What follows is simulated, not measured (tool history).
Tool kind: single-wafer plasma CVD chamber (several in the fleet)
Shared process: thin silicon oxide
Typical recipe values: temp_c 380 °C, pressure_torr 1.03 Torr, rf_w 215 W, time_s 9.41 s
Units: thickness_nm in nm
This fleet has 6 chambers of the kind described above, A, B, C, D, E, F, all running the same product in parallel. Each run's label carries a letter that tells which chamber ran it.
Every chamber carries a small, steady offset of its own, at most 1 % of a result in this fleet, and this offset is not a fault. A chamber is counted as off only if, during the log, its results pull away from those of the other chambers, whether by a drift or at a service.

run   hour  temp_c  pressure_torr  rf_w  time_s  read-back reference wafer on the same gauge, thickness_nm  thickness_nm
 1E    7.4     380           1.03   215    9.41                                                     15.204        18.706
 2A   20.9     380           1.03   215    9.41                                                     15.199        18.451
 3C   34.8     380           1.03   215    9.41                                                     15.192        18.372
 4D   47.8     380           1.03   215    9.41                                                     15.194        18.458
 5F   60.3     380           1.03   215    9.41                                                     15.191        18.472
 6B   67.3     380           1.03   215    9.41                                                     15.189        18.540
 7F   82.3     380           1.03   215    9.41                                                     15.185        18.469
 8A   91.1     380           1.03   215    9.41                                                     15.183        18.449
 9B   99.4     380           1.03   215    9.41                                                     15.184        18.518
10E  106.9     380           1.03   215    9.41                                                     15.185        18.647
11D  116.9     380           1.03   215    9.41                                                     15.178        18.474
     121.2  -- chamber F: capacitance manometer re-zeroed and calibrated
12C  126.9     380           1.03   215    9.41                                                     15.181        18.351
13F  135.7     380           1.03   215    9.41                                                     15.183        18.485
14D  146.5     380           1.03   215    9.41                                                     15.179        18.507
15B  157.9     380           1.03   215    9.41                                                     15.178        18.559
16E  165.2     380           1.03   215    9.41                                                     15.178        18.618
17C  173.8     380           1.03   215    9.41                                                     15.173        18.337
18A  187.2     380           1.03   215    9.41                                                     15.175        18.440
19F  200.1     380           1.03   215    9.41                                                     15.171        18.462
     203.0  -- chamber A: thermocouple changed; heater temperature recalibrated
20B  210.9     380           1.03   215    9.41                                                     15.173        18.509
21E  221.4     380           1.03   215    9.41                                                     15.167        18.626
22A  233.7     380           1.03   175   10.98                                                     15.166        19.367
23D  248.4     380           1.03   175   10.98                                                     15.165        19.424
24C  257.3     380           1.03   175   10.98                                                     15.165        19.330
25E  269.0     380           1.03   175   10.98                                                     15.163        19.580
     272.9  -- chamber A: capacitance manometer re-zeroed and calibrated
26D  280.4     380           1.03   175   10.98                                                     15.162        19.401
27F  294.7     380           1.03   175   10.98                                                     15.159        19.482
28B  305.2     380           1.03   215    9.41                                                     15.153        18.482
29A  313.0     380           1.03   215    9.41                                                     15.157        18.442
30C  324.0     380           1.03   215    9.41                                                     15.156        18.343
     336.7  -- chamber E: RF generator calibrated
31B  336.7     385           1.03   215   11.04                                                     15.152        21.649
32F  345.2     385           1.03   215   11.04                                                     15.154        21.565
33A  360.1     385           1.03   215   11.04                                                     15.148        21.503
34C  371.3     385           1.03   215   11.04                                                     15.147        21.432
35D  385.1     385           1.03   215   11.04                                                     15.147        21.521
36E  398.7     385           1.03   215   11.04                                                     15.142        21.768
37F  405.7     380           1.03   215    9.41                                                     15.141        18.379
38A  417.3     380           1.03   215    9.41                                                     15.141        18.379
39E  427.5     380           1.03   215    9.41                                                     15.141        18.621
40D  435.7     380           1.03   215    9.41                                                     15.140        18.405
41B  444.1     380           1.03   215    9.41                                                     15.139        18.506
42C  454.3     380           1.03   215    9.41                                                     15.135        18.262
43B  466.8     380           1.03   215    9.41                                                     15.135        18.453
44C  476.6     380           1.03   215    9.41                                                     15.129        18.318

Read the log: is a single chamber off, either drifting away or since a service, is the gauge that measures every chamber drifting, or is nothing wrong beyond small per-chamber offsets? Name any odd chamber and what most likely caused it.

The shared gauge is drifting. All chambers look as if they move in step, but none is off.
What lies behind it: gauge reads low (%) = 0.457.
